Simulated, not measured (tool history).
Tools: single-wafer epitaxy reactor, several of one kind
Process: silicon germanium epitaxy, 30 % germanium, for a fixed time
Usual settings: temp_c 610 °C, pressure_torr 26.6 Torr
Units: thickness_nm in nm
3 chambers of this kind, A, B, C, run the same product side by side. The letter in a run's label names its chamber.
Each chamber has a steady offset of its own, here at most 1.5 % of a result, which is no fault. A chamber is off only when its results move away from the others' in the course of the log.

run,day,temp_c,pressure_torr,hours since the last pyrometer calibration,hours since the last manometer calibration,"read-back reference wafer on the same gauge, thickness_nm",thickness_nm
1C,0.388,610,26.6,628.9,641.5,90.725,79.772
2B,0.671,610,26.6,431.0,1139.0,90.681,78.278
3A,1.029,610,26.6,1556.7,627.1,90.676,79.433
4B,1.342,610,26.6,447.1,1155.1,90.706,78.137
5C,1.688,610,26.6,660.1,672.7,90.752,80.168
6A,1.942,610,26.6,1578.6,649.0,90.728,78.969
7C,2.254,610,26.6,673.7,686.3,90.678,80.106
8A,2.462,610,26.6,1591.1,661.5,90.714,79.773
9B,2.650,610,26.6,478.5,1186.5,90.724,79.320
10C,2.942,610,26.6,690.2,702.8,90.585,80.013
11B,3.146,610,26.6,490.4,1198.4,90.668,78.421
12A,3.342,610,26.6,1612.2,682.6,90.650,79.081
13C,3.696,610,26.6,708.3,720.9,90.639,79.624
14A,3.950,610,26.6,1626.8,697.2,90.763,79.455
15B,4.262,610,26.6,517.2,1225.2,90.602,78.285
16C,4.608,610,23.1,730.2,742.8,90.770,76.413
17A,4.800,610,23.1,1647.2,717.6,90.798,74.972
18B,5.017,610,23.1,535.3,1243.3,90.712,74.303
19B,5.333,610,26.6,542.9,1250.9,90.794,78.004
20C,5.729,610,26.6,757.1,769.7,90.603,80.910
21A,6.121,610,26.6,1678.9,749.3,90.691,78.891
22B,6.362,610,30.3,567.6,1275.6,90.749,82.304
23A,6.546,610,30.3,1689.1,759.5,90.690,83.865
24C,6.862,610,30.3,784.3,796.9,90.720,85.137
25C,7.196,610,26.6,792.3,804.9,90.653,81.226
26A,7.529,610,26.6,1712.7,783.1,90.702,79.104
27B,7.871,610,26.6,603.8,1311.8,90.696,78.385
28B,8.179,610,26.6,611.2,1319.2,90.698,78.415
29C,8.429,610,26.6,821.9,834.5,90.735,81.233
30A,8.775,610,26.6,1742.6,813.0,90.708,79.081
31C,9.017,610,26.6,836.0,848.6,90.724,82.269
32B,9.229,610,26.6,636.4,1344.4,90.796,78.502
33A,9.579,610,26.6,1761.9,832.3,90.622,79.594
34C,9.979,610,26.6,859.1,871.7,90.673,81.408
35B,10.208,610,26.6,659.9,1367.9,90.712,78.298
36A,10.404,610,26.6,1781.7,852.1,90.662,78.989
37A,10.771,597,30.8,1790.5,860.9,90.729,65.653
38C,11.158,597,30.8,887.4,900.0,90.649,68.397
39B,11.512,597,30.8,691.2,1399.2,90.639,65.928
40B,11.717,610,26.6,696.1,1404.1,90.625,78.237

All 3 chambers run these settings next. Forecast each chamber's results:
41A,12.004,605,26.6,,,,?
41B,12.004,605,26.6,,,,?
41C,12.004,605,26.6,,,,?

run,thickness_nm
41A,72.151
41B,71.662
41C,75.247
